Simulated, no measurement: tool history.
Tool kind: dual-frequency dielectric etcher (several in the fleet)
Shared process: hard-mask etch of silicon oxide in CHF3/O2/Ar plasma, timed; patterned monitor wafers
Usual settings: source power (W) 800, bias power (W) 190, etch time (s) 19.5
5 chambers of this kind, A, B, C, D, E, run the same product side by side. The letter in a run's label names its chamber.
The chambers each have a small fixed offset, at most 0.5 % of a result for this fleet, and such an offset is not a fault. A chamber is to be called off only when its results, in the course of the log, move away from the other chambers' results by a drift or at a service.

run,hour,source power (W),bias power (W),etch time (s),"read-back reference wafer on the same gauge, depth_nm",mean etch depth across the wafer (Å)
1E,7.8,800,190,19.5,37.807,439.05
2A,17.8,800,190,19.5,37.807,437.28
3B,30.3,800,190,19.5,37.788,437.42
4C,42.4,800,190,19.5,37.770,438.82
5D,55.7,800,190,19.5,37.778,440.76
6A,66.7,800,190,19.5,37.760,437.17
7D,79.4,800,190,19.5,37.761,438.83
8B,86.6,800,190,19.5,37.763,437.37
9E,96.0,800,190,21.5,37.752,482.89
10C,103.5,800,190,21.5,37.736,482.82
11B,116.8,800,190,21.5,37.749,481.62
12D,124.4,800,190,21.5,37.737,484.72
13A,138.4,800,190,21.5,37.743,480.76
14E,151.8,800,190,19.5,37.734,438.11
15C,163.9,800,190,19.5,37.720,437.85
16A,175.1,800,190,19.5,37.723,437.48
17C,183.8,800,190,19.5,37.729,437.90
18B,195.2,800,190,19.5,37.727,437.20
# hour 205.7: chamber A: wet clean of the chamber
19D,206.0,800,190,19.5,37.706,438.66
20E,214.1,800,190,25.5,37.714,572.74
21C,222.6,800,190,25.5,37.705,572.21
22B,235.3,800,190,25.5,37.693,571.47
23A,243.0,800,190,25.5,37.684,569.85
24E,255.0,800,190,25.5,37.677,572.68
25D,265.9,940,190,19.5,37.688,467.21
26A,276.8,940,190,19.5,37.678,464.28
# hour 285.1: chamber E: wet clean of the chamber
27E,287.2,940,190,19.5,37.671,465.84
# hour 288.6: chamber B: wet clean of the chamber
28B,297.1,940,190,19.5,37.662,463.44
29C,310.9,940,190,19.5,37.671,463.45
30D,322.1,800,172,19.5,37.644,424.13
31B,330.1,800,172,19.5,37.642,421.31
32D,343.4,800,172,19.5,37.636,424.73
33C,353.1,800,172,19.5,37.638,422.12
# hour 355.8: chamber D: wet clean of the chamber
34A,364.2,800,172,19.5,37.635,420.73
35E,377.8,880,190,16.0,37.633,372.39
36C,392.1,880,190,16.0,37.628,371.24
37A,400.6,880,190,16.0,37.606,370.68
38B,414.5,880,190,16.0,37.618,370.66
39E,423.5,880,190,16.0,37.619,370.50
40D,431.0,800,190,19.5,37.615,437.81
41E,437.3,800,190,19.5,37.609,437.48
42C,445.2,800,190,19.5,37.593,436.31
43D,454.2,800,190,19.5,37.587,437.64
44A,462.9,800,190,19.5,37.594,434.80

All 5 chambers run these settings next. Forecast each chamber's results:
45A,473.2,800,190,16.5,,?
45B,473.2,800,190,16.5,,?
45C,473.2,800,190,16.5,,?
45D,473.2,800,190,16.5,,?
45E,473.2,800,190,16.5,,?

run,mean etch depth across the wafer (Å)
45A,368.26
45B,368.17
45C,368.92
45D,370.16
45E,368.55
